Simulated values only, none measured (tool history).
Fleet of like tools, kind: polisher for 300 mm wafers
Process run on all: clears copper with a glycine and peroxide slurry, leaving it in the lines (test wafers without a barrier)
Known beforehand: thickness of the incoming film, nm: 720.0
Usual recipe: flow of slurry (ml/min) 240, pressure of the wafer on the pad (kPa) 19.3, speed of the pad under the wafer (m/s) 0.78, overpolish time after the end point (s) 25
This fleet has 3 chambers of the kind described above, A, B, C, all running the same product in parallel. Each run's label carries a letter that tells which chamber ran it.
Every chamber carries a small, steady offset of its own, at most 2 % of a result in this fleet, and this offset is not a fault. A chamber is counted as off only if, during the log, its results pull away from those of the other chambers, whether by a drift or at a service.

run,hour,flow of slurry (ml/min),pressure of the wafer on the pad (kPa),speed of the pad under the wafer (m/s),overpolish time after the end point (s),time until the end point was called (s),dishing of a wide line in a test structure (angstrom)
1A,2.3,240,19.3,0.78,25,145.7,663.44
2B,6.6,240,19.3,0.78,25,144.49,650.22
3C,10.5,240,19.3,0.78,25,147.21,674.94
4B,13.3,240,19.3,0.78,25,146.07,673.05
# hour 14.9: chamber C: worn pad replaced by a new one
5C,16.9,240,19.3,0.78,25,141.11,665.24
6A,21.1,240,19.3,0.78,25,146.7,658.4
7A,24.1,240,19.3,0.78,25,145.01,660.52
8B,27.6,240,19.3,0.78,25,143.9,658.93
9C,31.3,240,19.3,0.78,25,144.66,678.02
10B,33.9,240,19.3,0.78,25,146.65,665.49
11A,37,240,19.3,0.78,25,148.86,671.64
# hour 38.9: chamber B: head pressure recalibrated
12C,40.3,240,19.3,0.78,25,145.45,666.66
13B,43.4,240,19.3,0.78,25,151.89,630.14
14A,45.8,240,15.9,0.64,25,197.08,549.17
# hour 46.7: chamber B: worn pad replaced by a new one
15C,48.7,240,15.9,0.64,25,202.25,560.2
16A,51.1,240,15.9,0.64,25,195.05,541.08
17C,53.6,240,19.3,0.78,36,147.74,841.64
18B,56.1,240,19.3,0.78,36,155.13,782.17
19A,58.7,240,19.3,0.78,36,147.88,824.25
20C,61.9,240,19.3,0.78,25,143.06,663.71
21B,64.4,240,19.3,0.78,25,159.28,615.91
22C,67.5,240,19.3,0.78,25,143.54,663.71
23B,70.7,240,19.3,0.78,25,162.92,623.37
24A,73.6,240,19.3,0.78,25,143.23,661.84
25A,76.6,240,19.3,0.78,25,147.05,662.49

For the next run the whole fleet of 3 chambers uses the same settings. Give each chamber's results:
26A,80,240,23.4,0.78,25,?,?
26B,80,240,23.4,0.78,25,?,?
26C,80,240,23.4,0.78,25,?,?

run,time until the end point was called (s),dishing of a wide line in a test structure (angstrom)
26A,127.25,728.32
26B,136.11,713.72
26C,126.7,746.18
